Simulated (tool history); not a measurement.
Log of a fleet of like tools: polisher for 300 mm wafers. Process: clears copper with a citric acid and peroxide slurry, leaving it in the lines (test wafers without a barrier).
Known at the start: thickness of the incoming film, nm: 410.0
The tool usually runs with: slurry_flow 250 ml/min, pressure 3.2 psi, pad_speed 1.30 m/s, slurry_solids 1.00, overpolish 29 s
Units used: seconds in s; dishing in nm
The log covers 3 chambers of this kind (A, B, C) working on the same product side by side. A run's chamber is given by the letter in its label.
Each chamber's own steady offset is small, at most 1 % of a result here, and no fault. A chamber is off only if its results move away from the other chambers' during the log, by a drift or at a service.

{"run": "1B", "hour": 2.5, "slurry_flow": 250, "pressure": 3.2, "pad_speed": 1.3, "slurry_solids": 1.0, "overpolish": 29, "seconds": 108.77, "dishing": 48.274}
{"run": "2C", "hour": 7.1, "slurry_flow": 250, "pressure": 3.2, "pad_speed": 1.3, "slurry_solids": 1.0, "overpolish": 29, "seconds": 108.74, "dishing": 48.412}
{"run": "3A", "hour": 12.0, "slurry_flow": 250, "pressure": 3.2, "pad_speed": 1.3, "slurry_solids": 1.0, "overpolish": 29, "seconds": 108.9, "dishing": 47.855}
{"run": "4B", "hour": 16.0, "slurry_flow": 250, "pressure": 3.2, "pad_speed": 1.3, "slurry_solids": 1.0, "overpolish": 29, "seconds": 108.33, "dishing": 47.723}
{"run": "5C", "hour": 19.6, "slurry_flow": 250, "pressure": 3.2, "pad_speed": 1.3, "slurry_solids": 1.0, "overpolish": 29, "seconds": 109.9, "dishing": 48.663}
{"run": "6A", "hour": 23.1, "slurry_flow": 250, "pressure": 3.2, "pad_speed": 1.3, "slurry_solids": 1.0, "overpolish": 29, "seconds": 111.19, "dishing": 48.993}
{"run": "7C", "hour": 28.1, "slurry_flow": 250, "pressure": 3.2, "pad_speed": 1.3, "slurry_solids": 1.0, "overpolish": 29, "seconds": 109.13, "dishing": 49.379}
{"run": "8A", "hour": 32.7, "slurry_flow": 250, "pressure": 3.2, "pad_speed": 1.3, "slurry_solids": 1.0, "overpolish": 29, "seconds": 109.46, "dishing": 49.523}
{"run": "9B", "hour": 35.4, "slurry_flow": 250, "pressure": 3.2, "pad_speed": 1.3, "slurry_solids": 1.0, "overpolish": 29, "seconds": 110.58, "dishing": 48.07}
{"run": "10B", "hour": 39.8, "slurry_flow": 250, "pressure": 3.2, "pad_speed": 1.02, "slurry_solids": 1.25, "overpolish": 29, "seconds": 132.99, "dishing": 44.419}
{"hour": 39.9, "done": "chamber C: slurry blender recalibrated"}
{"run": "11A", "hour": 44.4, "slurry_flow": 250, "pressure": 3.2, "pad_speed": 1.02, "slurry_solids": 1.25, "overpolish": 29, "seconds": 134.09, "dishing": 44.694}
{"run": "12C", "hour": 49.2, "slurry_flow": 250, "pressure": 3.2, "pad_speed": 1.02, "slurry_solids": 1.25, "overpolish": 29, "seconds": 131.8, "dishing": 43.807}
{"run": "13A", "hour": 52.7, "slurry_flow": 250, "pressure": 3.2, "pad_speed": 1.3, "slurry_solids": 1.0, "overpolish": 29, "seconds": 109.5, "dishing": 47.012}
{"run": "14B", "hour": 56.0, "slurry_flow": 250, "pressure": 3.2, "pad_speed": 1.3, "slurry_solids": 1.0, "overpolish": 29, "seconds": 109.2, "dishing": 48.34}
{"run": "15C", "hour": 59.7, "slurry_flow": 250, "pressure": 3.2, "pad_speed": 1.3, "slurry_solids": 1.0, "overpolish": 29, "seconds": 110.3, "dishing": 48.248}
{"run": "16C", "hour": 62.1, "slurry_flow": 250, "pressure": 3.2, "pad_speed": 1.3, "slurry_solids": 1.0, "overpolish": 29, "seconds": 111.71, "dishing": 50.985}
{"run": "17B", "hour": 66.4, "slurry_flow": 250, "pressure": 3.2, "pad_speed": 1.3, "slurry_solids": 1.0, "overpolish": 29, "seconds": 109.86, "dishing": 50.023}
{"run": "18A", "hour": 70.7, "slurry_flow": 250, "pressure": 3.2, "pad_speed": 1.3, "slurry_solids": 1.0, "overpolish": 29, "seconds": 109.19, "dishing": 51.367}
{"hour": 73.9, "done": "chamber C: head pressure recalibrated"}
{"run": "19B", "hour": 74.8, "slurry_flow": 250, "pressure": 3.2, "pad_speed": 1.3, "slurry_solids": 1.0, "overpolish": 29, "seconds": 110.25, "dishing": 47.859}
{"run": "20A", "hour": 79.4, "slurry_flow": 250, "pressure": 3.2, "pad_speed": 1.3, "slurry_solids": 1.0, "overpolish": 29, "seconds": 111.49, "dishing": 49.702}
{"run": "21C", "hour": 81.7, "slurry_flow": 250, "pressure": 3.2, "pad_speed": 1.3, "slurry_solids": 1.0, "overpolish": 29, "seconds": 109.98, "dishing": 48.396}
{"run": "22C", "hour": 84.6, "slurry_flow": 250, "pressure": 3.2, "pad_speed": 1.3, "slurry_solids": 1.0, "overpolish": 29, "seconds": 111.72, "dishing": 48.795}
{"run": "23A", "hour": 87.8, "slurry_flow": 250, "pressure": 3.2, "pad_speed": 1.3, "slurry_solids": 1.0, "overpolish": 29, "seconds": 109.63, "dishing": 48.307}
{"run": "24B", "hour": 93.0, "slurry_flow": 250, "pressure": 3.2, "pad_speed": 1.3, "slurry_solids": 1.0, "overpolish": 29, "seconds": 110.74, "dishing": 48.852}
{"run": "25C", "hour": 98.1, "slurry_flow": 250, "pressure": 3.2, "pad_speed": 1.3, "slurry_solids": 1.0, "overpolish": 29, "seconds": 110.34, "dishing": 50.164}
{"run": "26B", "hour": 102.5, "slurry_flow": 250, "pressure": 3.2, "pad_speed": 1.3, "slurry_solids": 1.0, "overpolish": 29, "seconds": 108.31, "dishing": 47.735}
{"run": "27A", "hour": 106.4, "slurry_flow": 250, "pressure": 3.2, "pad_speed": 1.3, "slurry_solids": 1.0, "overpolish": 29, "seconds": 111.54, "dishing": 48.685}
{"run": "28B", "hour": 109.1, "slurry_flow": 250, "pressure": 3.2, "pad_speed": 1.3, "slurry_solids": 1.0, "overpolish": 29, "seconds": 108.28, "dishing": 48.252}
{"hour": 111.3, "done": "chamber C: slurry nozzle cleaned"}
{"run": "29A", "hour": 111.9, "slurry_flow": 250, "pressure": 3.2, "pad_speed": 1.3, "slurry_solids": 1.0, "overpolish": 29, "seconds": 109.53, "dishing": 47.793}
{"run": "30C", "hour": 114.9, "slurry_flow": 250, "pressure": 3.2, "pad_speed": 1.3, "slurry_solids": 1.0, "overpolish": 29, "seconds": 111.18, "dishing": 47.996}
{"run": "31B", "hour": 119.8, "slurry_flow": 250, "pressure": 3.2, "pad_speed": 1.3, "slurry_solids": 1.0, "overpolish": 29, "seconds": 110.9, "dishing": 48.713}
{"run": "32A", "hour": 122.3, "slurry_flow": 250, "pressure": 3.2, "pad_speed": 1.3, "slurry_solids": 1.0, "overpolish": 29, "seconds": 109.02, "dishing": 49.353}
{"hour": 122.9, "done": "chamber A: worn pad replaced by a new one"}
{"run": "33C", "hour": 125.3, "slurry_flow": 250, "pressure": 3.2, "pad_speed": 1.3, "slurry_solids": 1.0, "overpolish": 29, "seconds": 109.15, "dishing": 48.227}
{"run": "34A", "hour": 129.2, "slurry_flow": 250, "pressure": 3.2, "pad_speed": 1.3, "slurry_solids": 1.0, "overpolish": 29, "seconds": 111.9, "dishing": 47.882}
{"run": "35B", "hour": 132.2, "slurry_flow": 295, "pressure": 3.2, "pad_speed": 1.3, "slurry_solids": 1.0, "overpolish": 29, "seconds": 107.97, "dishing": 48.492}
{"run": "36C", "hour": 136.9, "slurry_flow": 295, "pressure": 3.2, "pad_speed": 1.3, "slurry_solids": 1.0, "overpolish": 29, "seconds": 110.0, "dishing": 48.399}

Decide between three cases: one chamber stands off from its peers, the gauge reading all wafers drifts, or nothing is wrong past each chamber's small offset. Where a chamber is off, say which and what most likely put it there.

Nothing is wrong: each chamber keeps only its own small, steady offset and the gauge holds still.
